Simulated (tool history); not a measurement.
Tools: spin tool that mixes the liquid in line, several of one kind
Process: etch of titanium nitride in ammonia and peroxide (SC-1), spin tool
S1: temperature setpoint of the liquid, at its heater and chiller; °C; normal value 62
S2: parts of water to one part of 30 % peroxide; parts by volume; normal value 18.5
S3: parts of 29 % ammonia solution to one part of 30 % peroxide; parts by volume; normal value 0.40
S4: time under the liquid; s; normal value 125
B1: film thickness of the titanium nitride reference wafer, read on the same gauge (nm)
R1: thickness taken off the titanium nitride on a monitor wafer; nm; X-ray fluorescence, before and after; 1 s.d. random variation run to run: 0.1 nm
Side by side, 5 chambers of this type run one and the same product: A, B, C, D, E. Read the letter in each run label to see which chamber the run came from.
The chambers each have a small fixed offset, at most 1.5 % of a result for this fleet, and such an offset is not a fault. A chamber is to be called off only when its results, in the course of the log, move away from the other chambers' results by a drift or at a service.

run 1C hour=10.3 | S1=62 S2=18.5 S3=0.40 S4=125 | B1=110.00 | R1=21.872
-- hour=14.3 chamber D: heated supply line repaired
run 2A hour=21.7 | S1=62 S2=18.5 S3=0.40 S4=125 | B1=110.00 | R1=21.736
run 3E hour=33.6 | S1=62 S2=18.5 S3=0.40 S4=125 | B1=109.97 | R1=21.815
-- hour=38.7 chamber D: new drum of ammonia solution connected
run 4D hour=42.3 | S1=62 S2=18.5 S3=0.40 S4=125 | B1=110.03 | R1=21.767
run 5B hour=48.2 | S1=70 S2=18.5 S3=0.50 S4=125 | B1=110.01 | R1=37.667
run 6C hour=59.0 | S1=70 S2=18.5 S3=0.50 S4=125 | B1=110.03 | R1=38.172
run 7E hour=66.9 | S1=70 S2=18.5 S3=0.50 S4=125 | B1=110.00 | R1=37.665
-- hour=72.6 chamber C: ammonia flow meter replaced
run 8B hour=75.8 | S1=70 S2=18.5 S3=0.50 S4=125 | B1=110.03 | R1=37.827
-- hour=76.0 chamber C: new drum of ammonia solution connected
run 9A hour=85.9 | S1=70 S2=18.5 S3=0.50 S4=125 | B1=110.00 | R1=36.805
run 10D hour=95.8 | S1=62 S2=18.5 S3=0.40 S4=125 | B1=110.05 | R1=21.705
run 11C hour=105.4 | S1=62 S2=18.5 S3=0.40 S4=125 | B1=109.99 | R1=22.003
run 12D hour=115.7 | S1=62 S2=18.5 S3=0.40 S4=125 | B1=110.00 | R1=21.575
run 13E hour=123.0 | S1=57 S2=18.5 S3=0.40 S4=100 | B1=110.00 | R1=12.489
run 14A hour=131.9 | S1=57 S2=18.5 S3=0.40 S4=100 | B1=110.01 | R1=12.422
run 15B hour=140.1 | S1=57 S2=18.5 S3=0.40 S4=100 | B1=109.98 | R1=12.562
run 16C hour=149.7 | S1=57 S2=18.5 S3=0.40 S4=100 | B1=110.00 | R1=12.595
run 17B hour=158.4 | S1=57 S2=18.5 S3=0.40 S4=100 | B1=109.98 | R1=12.545
run 18D hour=169.3 | S1=62 S2=18.5 S3=0.40 S4=125 | B1=110.03 | R1=21.781
run 19A hour=175.4 | S1=62 S2=18.5 S3=0.30 S4=125 | B1=110.07 | R1=20.364
run 20E hour=183.5 | S1=62 S2=18.5 S3=0.30 S4=125 | B1=110.00 | R1=20.581
run 21E hour=190.0 | S1=62 S2=18.5 S3=0.30 S4=125 | B1=109.98 | R1=20.348
run 22A hour=199.9 | S1=62 S2=18.5 S3=0.30 S4=125 | B1=110.01 | R1=20.289
run 23D hour=207.6 | S1=62 S2=18.5 S3=0.30 S4=125 | B1=109.99 | R1=20.803
run 24B hour=215.7 | S1=62 S2=18.5 S3=0.30 S4=125 | B1=109.97 | R1=20.654
run 25C hour=224.1 | S1=62 S2=18.5 S3=0.30 S4=125 | B1=109.98 | R1=20.784
run 26E hour=234.1 | S1=62 S2=18.5 S3=0.30 S4=125 | B1=110.00 | R1=20.494
run 27C hour=243.9 | S1=62 S2=18.5 S3=0.30 S4=125 | B1=109.95 | R1=20.731
run 28B hour=251.3 | S1=62 S2=18.5 S3=0.30 S4=125 | B1=110.03 | R1=20.611
run 29A hour=261.0 | S1=62 S2=18.5 S3=0.40 S4=125 | B1=110.05 | R1=21.575
run 30D hour=269.1 | S1=62 S2=18.5 S3=0.40 S4=125 | B1=109.99 | R1=21.626
run 31B hour=275.5 | S1=62 S2=18.5 S3=0.40 S4=125 | B1=109.96 | R1=21.886
run 32D hour=287.0 | S1=62 S2=18.5 S3=0.40 S4=125 | B1=109.96 | R1=21.898
-- hour=289.3 chamber D: new drum of ammonia solution connected
run 33C hour=294.4 | S1=62 S2=18.5 S3=0.40 S4=125 | B1=110.01 | R1=21.989
-- hour=295.5 chamber B: new drum of ammonia solution connected
run 34A hour=300.5 | S1=62 S2=18.5 S3=0.40 S4=125 | B1=110.01 | R1=21.768
run 35E hour=306.9 | S1=62 S2=18.5 S3=0.40 S4=125 | B1=110.05 | R1=21.667
run 36C hour=314.3 | S1=62 S2=18.5 S3=0.40 S4=125 | B1=109.99 | R1=21.879
run 37E hour=325.5 | S1=62 S2=18.5 S3=0.45 S4=125 | B1=109.97 | R1=22.193
-- hour=326.8 chamber D: thermometer replaced
run 38D hour=335.1 | S1=62 S2=18.5 S3=0.45 S4=125 | B1=110.03 | R1=22.268
run 39A hour=346.1 | S1=62 S2=18.5 S3=0.45 S4=125 | B1=109.98 | R1=22.107
run 40B hour=358.0 | S1=62 S2=18.5 S3=0.45 S4=125 | B1=110.02 | R1=22.336
run 41A hour=367.1 | S1=62 S2=18.5 S3=0.45 S4=125 | B1=109.98 | R1=22.053
run 42C hour=373.0 | S1=62 S2=18.5 S3=0.40 S4=125 | B1=110.05 | R1=21.868
run 43D hour=381.8 | S1=62 S2=18.5 S3=0.40 S4=125 | B1=110.01 | R1=21.858

Has any chamber moved away from the others, gradually or after a service, or does the common gauge drift, or do the chambers differ only by their own small steady offsets? State the chamber and the most likely cause if one applies.

Neither any chamber nor the gauge drifts; the chambers differ only by their own small, steady offsets.
